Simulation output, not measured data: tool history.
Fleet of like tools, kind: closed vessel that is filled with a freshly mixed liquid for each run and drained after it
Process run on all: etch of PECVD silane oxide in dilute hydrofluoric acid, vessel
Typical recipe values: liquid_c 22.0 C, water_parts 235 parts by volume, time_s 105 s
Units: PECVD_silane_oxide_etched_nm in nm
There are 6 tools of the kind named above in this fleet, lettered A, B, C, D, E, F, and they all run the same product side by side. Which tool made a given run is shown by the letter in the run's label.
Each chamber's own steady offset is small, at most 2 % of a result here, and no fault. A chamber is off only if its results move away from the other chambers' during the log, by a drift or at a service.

run,hour,liquid_c,water_parts,time_s,"read-back film thickness of the PECVD silane oxide reference wafer, read on the same gauge (nm)",PECVD_silane_oxide_etched_nm
1D,5.2,22.0,235,105,150.05,6.2897
# hour 5.8: chamber C: hydrofluoric acid flow meter replaced
2B,9.9,22.0,235,105,150.03,6.3678
3F,18.2,22.0,235,105,150.06,6.4645
4E,23.1,22.0,235,105,150.03,6.3041
5C,30.0,22.0,235,105,150.00,6.1840
6A,38.4,22.0,235,105,150.02,6.3739
7C,42.8,22.0,235,105,149.97,6.2955
8D,50.8,22.0,235,105,150.03,6.3647
9E,57.5,22.0,235,105,150.02,6.2876
10F,62.5,22.0,235,105,149.97,6.4185
11B,69.2,22.0,235,105,150.00,6.3740
12A,74.1,22.0,175,105,150.02,9.0065
13D,81.5,22.0,175,105,150.00,9.0157
14B,85.9,22.0,175,105,150.02,9.0517
15A,91.7,22.0,175,105,150.00,9.0943
16F,96.1,22.0,175,105,149.99,9.1865
17C,103.1,22.0,175,105,150.02,8.9924
18E,107.9,22.0,235,105,150.02,6.3317
19F,113.5,19.5,140,105,150.00,10.5750
20A,120.7,19.5,140,105,150.04,10.6700
21E,125.3,19.5,140,105,149.99,10.4880
22D,130.4,19.5,140,105,150.02,10.6580
23B,137.0,19.5,140,105,150.04,10.3710
24C,141.1,19.5,140,105,150.02,10.3740
25A,147.7,20.5,235,105,150.01,6.0624
26C,153.7,20.5,235,105,149.98,5.9068
27E,159.1,20.5,235,105,149.95,5.9761
28D,163.2,20.5,235,105,150.01,5.9421
29B,166.9,20.5,235,105,149.96,6.1089
30F,170.8,20.5,235,105,149.98,6.0513
31A,174.9,22.0,235,105,150.01,6.4538
32E,178.8,22.0,180,135,150.04,11.3490
33F,187.1,22.0,180,135,149.98,11.3610
34B,195.4,22.0,180,135,149.99,11.0880
35D,203.2,22.0,180,135,149.98,11.5020
36C,211.2,22.0,180,135,150.05,11.1080
37D,219.0,22.0,180,135,149.99,11.3470
38E,225.6,24.5,235,50,150.02,3.2936
39B,233.4,24.5,235,50,150.02,3.2893
# hour 234.1: chamber F: hydrofluoric acid flow meter replaced
40F,238.7,24.5,235,50,149.96,3.3543
41A,244.3,24.5,235,50,150.02,3.3817
42C,249.2,24.5,235,50,150.00,3.2835
43C,253.0,24.5,235,50,149.98,3.2676
44E,261.0,22.0,235,105,150.02,6.3785

All chambers now run identical settings, listed one chamber a line with results as question marks. What results will each chamber show?
45A,267.0,22.0,235,105,,?
45B,267.0,22.0,235,105,,?
45C,267.0,22.0,235,105,,?
45D,267.0,22.0,235,105,,?
45E,267.0,22.0,235,105,,?
45F,267.0,22.0,235,105,,?

run,PECVD_silane_oxide_etched_nm
45A,6.3513
45B,6.3350
45C,6.2620
45D,6.3075
45E,6.3797
45F,6.4467

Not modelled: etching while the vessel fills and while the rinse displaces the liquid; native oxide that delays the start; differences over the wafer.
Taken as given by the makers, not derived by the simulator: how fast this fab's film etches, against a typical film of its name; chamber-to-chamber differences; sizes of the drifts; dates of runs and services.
